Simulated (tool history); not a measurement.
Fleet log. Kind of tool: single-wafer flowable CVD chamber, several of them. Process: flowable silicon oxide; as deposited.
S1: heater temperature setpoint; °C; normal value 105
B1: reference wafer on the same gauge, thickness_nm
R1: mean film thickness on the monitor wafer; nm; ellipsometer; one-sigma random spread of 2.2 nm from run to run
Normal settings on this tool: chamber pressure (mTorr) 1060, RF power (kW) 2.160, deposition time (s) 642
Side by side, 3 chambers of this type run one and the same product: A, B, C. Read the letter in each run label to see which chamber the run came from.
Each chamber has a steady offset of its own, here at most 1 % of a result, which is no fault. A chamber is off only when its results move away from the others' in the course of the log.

Run 1B, hour 14.7: usual settings; B1 394.91. Result: R1 468.93 nm.
Run 2C, hour 28.7: usual settings; B1 394.73. Result: R1 476.01 nm.
Run 3A, hour 41.8: usual settings; B1 394.97. Result: R1 473.13 nm.
Run 4A, hour 55.4: usual settings; B1 395.19. Result: R1 471.70 nm.
Run 5B, hour 69.7: usual settings but S1 111 °C, chamber pressure (mTorr) 820; B1 395.06. Result: R1 286.98 nm.
Run 6C, hour 83.5: usual settings but S1 111 °C, chamber pressure (mTorr) 820; B1 395.11. Result: R1 284.56 nm.
Run 7A, hour 93.1: usual settings but S1 111 °C, chamber pressure (mTorr) 820; B1 395.12. Result: R1 283.01 nm.
Run 8C, hour 104.3: usual settings; B1 394.84. Result: R1 477.14 nm.
Run 9B, hour 113.1: usual settings but RF power (kW) 1.750, deposition time (s) 728; B1 394.95. Result: R1 509.30 nm.
Run 10C, hour 120.3: usual settings but RF power (kW) 1.750, deposition time (s) 728; B1 395.14. Result: R1 512.80 nm.
Run 11B, hour 132.6: usual settings but RF power (kW) 1.750, deposition time (s) 728; B1 394.50. Result: R1 512.09 nm.
Run 12A, hour 144.2: usual settings; B1 394.92. Result: R1 469.48 nm.
Run 13B, hour 151.9: usual settings; B1 395.09. Result: R1 468.91 nm.
Run 14A, hour 167.0: usual settings but chamber pressure (mTorr) 1190; B1 394.57. Result: R1 535.25 nm.
Run 15C, hour 180.3: usual settings but chamber pressure (mTorr) 1190; B1 395.11. Result: R1 537.90 nm.
Run 16C, hour 194.4: usual settings but chamber pressure (mTorr) 1190; B1 395.15. Result: R1 538.54 nm.
Run 17A, hour 209.7: usual settings; B1 395.36. Result: R1 467.43 nm.
Run 18B, hour 220.1: usual settings; B1 394.62. Result: R1 473.56 nm.
Run 19A, hour 232.1: usual settings; B1 394.40. Result: R1 463.32 nm.
Run 20B, hour 239.8: usual settings; B1 394.89. Result: R1 475.65 nm.
Run 21C, hour 246.5: usual settings; B1 394.53. Result: R1 477.59 nm.
Run 22B, hour 261.0: usual settings; B1 394.97. Result: R1 470.34 nm.
Run 23A, hour 269.8: usual settings; B1 395.04. Result: R1 455.36 nm.
Run 24C, hour 281.2: usual settings; B1 394.73. Result: R1 478.10 nm.
Run 25B, hour 289.7: usual settings; B1 394.70. Result: R1 470.03 nm.
Run 26A, hour 304.2: usual settings; B1 394.96. Result: R1 449.31 nm.

Next, every chamber runs the same settings. What will each give?
Run 27A, hour 315.2: usual settings but deposition time (s) 522. Result: R1 ?.
Run 27B, hour 315.2: usual settings but deposition time (s) 522. Result: R1 ?.
Run 27C, hour 315.2: usual settings but deposition time (s) 522. Result: R1 ?.

run      R1
27A  368.18
27B  380.71
27C  387.48

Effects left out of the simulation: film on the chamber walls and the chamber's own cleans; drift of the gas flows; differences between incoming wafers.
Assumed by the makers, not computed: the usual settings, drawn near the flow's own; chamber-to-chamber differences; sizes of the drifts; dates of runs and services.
